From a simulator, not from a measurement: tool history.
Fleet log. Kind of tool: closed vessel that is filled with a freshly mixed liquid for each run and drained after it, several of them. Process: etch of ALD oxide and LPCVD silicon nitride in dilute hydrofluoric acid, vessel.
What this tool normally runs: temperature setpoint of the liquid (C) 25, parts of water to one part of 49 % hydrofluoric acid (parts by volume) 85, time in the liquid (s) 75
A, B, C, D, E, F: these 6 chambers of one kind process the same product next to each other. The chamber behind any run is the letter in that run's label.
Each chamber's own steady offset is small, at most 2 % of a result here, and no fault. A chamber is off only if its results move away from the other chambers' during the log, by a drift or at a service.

run   hour  temperature setpoint of the liquid (C)  parts of water to one part of 49 % hydrofluoric acid (parts by volume)  time in the liquid (s)  hours since the thermometer was replaced  hours since the hydrofluoric acid flow meter was replaced  read-back film thickness of the ALD oxide reference wafer, read on the same gauge (nm)  read-back film thickness of the LPCVD silicon nitride reference wafer, read on the same gauge (nm)  thickness taken off the ALD oxide on a monitor wafer (angstrom)  thickness taken off the LPCVD silicon nitride on a monitor wafer (angstrom)
 1B      8                                      25                                                                      85                      75                                    1060.9                                                       54.8                                                                                  109.99                                                                                              30.006                                                           262.13                                                                       3.9278
 2C   12.4                                      25                                                                      85                      75                                    1277.1                                                     1096.3                                                                                  109.97                                                                                              29.994                                                           267.29                                                                       4.3585
      17.3  -- chamber D: hydrofluoric acid flow meter replaced
 3F   22.2                                      25                                                                      85                      75                                    1765.2                                                      176.2                                                                                     110                                                                                               29.98                                                           268.01                                                                       3.7104
 4E   27.4                                      25                                                                      85                      75                                     968.9                                                      795.6                                                                                  109.96                                                                                              30.013                                                           269.21                                                                       4.2882
 5A   35.4                                      25                                                                      85                      75                                     787.4                                                        149                                                                                  110.03                                                                                              30.005                                                           266.78                                                                        4.111
 6D   43.4                                      20                                                                     105                      75                                    2805.7                                                       26.1                                                                                  109.99                                                                                              29.998                                                           172.35                                                                       2.5735
 7C   47.8                                      20                                                                     105                      75                                    1312.5                                                     1131.7                                                                                     110                                                                                              29.984                                                           172.68                                                                       2.6606
 8D   56.8                                      20                                                                     105                      75                                    2819.1                                                       39.5                                                                                  109.98                                                                                              30.015                                                            173.2                                                                       2.5532
 9A   64.2                                      20                                                                     105                      75                                     816.2                                                      177.8                                                                                  110.02                                                                                               30.01                                                           172.85                                                                       2.4948
10B   73.9                                      20                                                                     105                      75                                    1126.8                                                      120.7                                                                                  109.98                                                                                              29.966                                                           171.32                                                                       2.1016
11F   80.5                                      20                                                                     105                      75                                    1823.5                                                      234.5                                                                                  109.97                                                                                              29.993                                                           176.26                                                                       2.5849
12E   86.1                                      25                                                                      85                      60                                    1027.6                                                      854.3                                                                                  109.99                                                                                              29.994                                                            216.1                                                                       3.6412
13C   91.4                                      25                                                                      85                      60                                    1356.1                                                     1175.3                                                                                  109.99                                                                                              29.969                                                           211.56                                                                       3.2676
14D   99.1                                      25                                                                      85                      60                                    2861.4                                                       81.8                                                                                  110.03                                                                                              29.988                                                            214.2                                                                       3.6287
15E  107.4                                      25                                                                      85                      60                                    1048.9                                                      875.6                                                                                  109.98                                                                                               29.99                                                            216.8                                                                       3.3917
16B  115.1                                      25                                                                      85                      60                                      1168                                                      161.9                                                                                  110.03                                                                                              30.003                                                           205.83                                                                       3.4874
17F  120.1                                      25                                                                      85                      60                                    1863.1                                                      274.1                                                                                  110.03                                                                                              30.017                                                           211.99                                                                       3.2395
18A  124.9                                      25                                                                      85                      75                                     876.9                                                      238.5                                                                                  110.01                                                                                              29.982                                                           268.97                                                                       4.2984
19E  133.1                                      25                                                                      85                      75                                    1074.6                                                      901.3                                                                                  109.99                                                                                              29.951                                                            280.8                                                                       4.3951
20F    142                                      25                                                                      85                      75                                      1885                                                        296                                                                                  109.99                                                                                              30.009                                                           267.41                                                                       4.4435
     143.3  -- chamber D: thermometer replaced
21B  147.1                                      25                                                                      85                      75                                      1200                                                      193.9                                                                                  109.99                                                                                              29.954                                                           262.58                                                                       4.1301
22D  154.1                                      25                                                                      85                      75                                      10.8                                                      136.8                                                                                  109.99                                                                                              30.016                                                           266.65                                                                       4.3721
23A  162.2                                      25                                                                      85                      75                                     914.2                                                      275.8                                                                                  109.99                                                                                              29.966                                                           271.28                                                                       4.0592
24C  170.5                                      25                                                                      85                      75                                    1435.2                                                     1254.4                                                                                  110.01                                                                                              30.007                                                           266.75                                                                       4.5765
25D  176.1                                      25                                                                      85                      75                                      32.8                                                      158.8                                                                                  109.99                                                                                              30.061                                                           269.58                                                                       4.2932
26B  182.1                                      25                                                                      85                      75                                      1235                                                      228.9                                                                                     110                                                                                              29.998                                                           262.12                                                                       4.1283
27C  191.7                                      29                                                                      85                      35                                    1456.4                                                     1275.6                                                                                  109.97                                                                                              30.015                                                           144.43                                                                       2.6085
28E  198.7                                      29                                                                      85                      35                                    1140.2                                                      966.9                                                                                     110                                                                                              30.019                                                           155.38                                                                       2.8377
29A  205.4                                      29                                                                      85                      35                                     957.4                                                        319                                                                                  110.02                                                                                              30.016                                                           145.28                                                                       2.3263
30F  210.2                                      29                                                                      85                      35                                    1953.2                                                      364.2                                                                                  110.01                                                                                              30.037                                                            147.6                                                                        2.479
31E  218.1                                      29                                                                      85                      35                                    1159.6                                                      986.3                                                                                  109.97                                                                                              29.996                                                           159.56                                                                       2.6367
32D  222.7                                      29                                                                      85                      35                                      79.4                                                      205.4                                                                                     110                                                                                              29.989                                                           145.56                                                                       2.5402
33A  229.2                                      25                                                                      85                      75                                     981.2                                                      342.8                                                                                     110                                                                                              30.059                                                           267.85                                                                       4.3305
34C  235.6                                      25                                                                      85                      75                                    1500.3                                                     1319.5                                                                                     110                                                                                              30.006                                                            268.5                                                                       4.7657
35B  240.8                                      25                                                                      85                      75                                    1293.7                                                      287.6                                                                                     110                                                                                              30.006                                                           262.11                                                                       4.4293
36F  245.7                                      25                                                                      85                      75                                    1988.7                                                      399.7                                                                                  110.02                                                                                              30.018                                                            266.6                                                                       4.6967
37F  254.1                                      25                                                                      85                      75                                    1997.1                                                      408.1                                                                                  110.01                                                                                              29.982                                                           269.67                                                                       4.3928

Is one chamber off against the others, does the gauge drift, or is nothing wrong? If a chamber is off, say which, and what the likeliest cause is.

Little by little, chamber E moves away from the other chambers.
Likeliest cause: hydrofluoric acid flow above the setpoint (%) = 9.52.

Which of the 4 candidates below, each the usual settings with something changed and its results left as question marks, puts chamber E back in line with what the other chambers give on the usual settings?
Counts as in line when no further than this from what the other chambers average on the usual settings: thickness taken off the ALD oxide on a monitor wafer (angstrom) 8.3; thickness taken off the LPCVD silicon nitride on a monitor wafer (angstrom) 0.87
38E-1  261.2                                    25.5                                                                      90                      70                                                                                                                                                                                                                                                                                                                                                                 ?                                                                            ?
38E-2  261.2                                    24.5                                                                      80                      80                                                                                                                                                                                                                                                                                                                                                                 ?                                                                            ?
38E-3  261.2                                      24                                                                      75                      85                                                                                                                                                                                                                                                                                                                                                                 ?                                                                            ?
38E-4  261.2                                      26                                                                      95                      65                                                                                                                                                                                                                                                                                                                                                                 ?                                                                            ?

Mean of the other chambers on the usual settings: thickness taken off the ALD oxide on a monitor wafer (angstrom) 266.43; thickness taken off the LPCVD silicon nitride on a monitor wafer (angstrom) 4.305
  run  thickness taken off the ALD oxide on a monitor wafer (angstrom)  thickness taken off the LPCVD silicon nitride on a monitor wafer (angstrom)
38E-1                                                           264.08                                                                       4.3104
38E-2                                                           329.95                                                                       5.1741
38E-3                                                           368.72                                                                       5.6671
38E-4                                                           235.49                                                                       3.9195
38E-1 puts the chamber back in line with the other chambers.
